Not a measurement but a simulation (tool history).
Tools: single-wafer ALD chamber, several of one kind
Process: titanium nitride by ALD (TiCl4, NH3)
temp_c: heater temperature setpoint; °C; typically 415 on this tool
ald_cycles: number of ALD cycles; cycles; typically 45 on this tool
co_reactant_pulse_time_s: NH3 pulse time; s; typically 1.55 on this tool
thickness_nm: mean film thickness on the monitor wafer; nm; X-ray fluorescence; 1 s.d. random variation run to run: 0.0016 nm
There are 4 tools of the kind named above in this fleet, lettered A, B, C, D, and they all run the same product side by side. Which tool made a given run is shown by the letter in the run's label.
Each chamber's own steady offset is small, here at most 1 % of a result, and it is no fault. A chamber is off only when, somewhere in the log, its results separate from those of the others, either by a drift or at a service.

| run | day | temp_c | ald_cycles | co_reactant_pulse_time_s | read-back reference wafer on the same gauge, thickness_nm | thickness_nm |
|---|---|---|---|---|---|---|
| 1C | 0.625 | 415 | 45 | 1.55 | 1.1086 | 0.99797 |
| 2A | 1.112 | 415 | 45 | 1.55 | 1.1086 | 0.98691 |
| 3B | 1.475 | 415 | 45 | 1.55 | 1.1084 | 0.98752 |
| 4D | 2.033 | 415 | 45 | 1.55 | 1.108 | 0.99194 |
| 5D | 2.442 | 415 | 45 | 1.55 | 1.1079 | 0.99824 |
| 6B | 2.771 | 415 | 45 | 1.55 | 1.1078 | 0.98523 |
| 7C | 3.417 | 415 | 45 | 1.55 | 1.1078 | 0.9956 |
| 8A | 4.05 | 415 | 45 | 1.55 | 1.1073 | 0.99072 |
| 9A | 4.688 | 404 | 51 | 1.55 | 1.1068 | 1.1142 |
| 10C | 5.146 | 404 | 51 | 1.55 | 1.1072 | 1.12 |
| 11B | 5.725 | 404 | 51 | 1.55 | 1.1071 | 1.113 |
| 12D | 6.188 | 404 | 51 | 1.55 | 1.1068 | 1.1182 |
| 13D | 6.754 | 415 | 45 | 1.75 | 1.1067 | 0.99896 |
| 14A | 7.262 | 415 | 45 | 1.75 | 1.1062 | 0.99286 |
|  | 7.271 | chamber A: thermocouple changed; heater temperature recalibrated |
| 15C | 7.8 | 415 | 45 | 1.75 | 1.1056 | 1.0021 |
| 16B | 8.308 | 415 | 45 | 1.75 | 1.1058 | 0.98823 |
| 17A | 8.821 | 415 | 45 | 1.55 | 1.1054 | 0.98456 |
| 18B | 9.325 | 415 | 45 | 1.55 | 1.1052 | 0.98368 |
| 19C | 9.983 | 415 | 45 | 1.55 | 1.1051 | 0.99574 |
| 20D | 10.538 | 404 | 42 | 1.55 | 1.1048 | 0.92168 |
| 21D | 11.046 | 404 | 42 | 1.55 | 1.1044 | 0.91975 |
| 22A | 11.679 | 404 | 42 | 1.55 | 1.1046 | 0.91358 |
| 23C | 12.158 | 404 | 42 | 1.55 | 1.1037 | 0.92019 |
| 24B | 12.488 | 415 | 40 | 1.55 | 1.104 | 0.87507 |
| 25B | 13.067 | 415 | 40 | 1.55 | 1.1041 | 0.87308 |
| 26A | 13.6 | 415 | 40 | 1.55 | 1.1036 | 0.87261 |
| 27D | 13.896 | 415 | 40 | 1.55 | 1.1032 | 0.88259 |
| 28C | 14.458 | 415 | 45 | 1.55 | 1.1033 | 0.99375 |
| 29D | 14.808 | 415 | 45 | 1.55 | 1.1032 | 0.99046 |
| 30C | 15.179 | 415 | 45 | 1.55 | 1.1033 | 0.995 |
| 31B | 15.612 | 429 | 45 | 1.55 | 1.1025 | 0.98761 |
| 32A | 16.283 | 429 | 45 | 1.55 | 1.1022 | 0.98939 |
| 33B | 16.608 | 429 | 45 | 1.55 | 1.1018 | 0.98806 |
| 34D | 16.988 | 429 | 45 | 1.55 | 1.102 | 0.99776 |
| 35C | 17.583 | 415 | 45 | 1.84 | 1.1018 | 0.99541 |
| 36A | 18.262 | 415 | 45 | 1.84 | 1.1016 | 0.98888 |

Has any chamber moved away from the others, gradually or after a service, or does the common gauge drift, or do the chambers differ only by their own small steady offsets? State the chamber and the most likely cause if one applies.

The shared gauge is drifting. All chambers look as if they move in step, but none is off.
What lies behind it: gauge reads low (%) = 0.684.
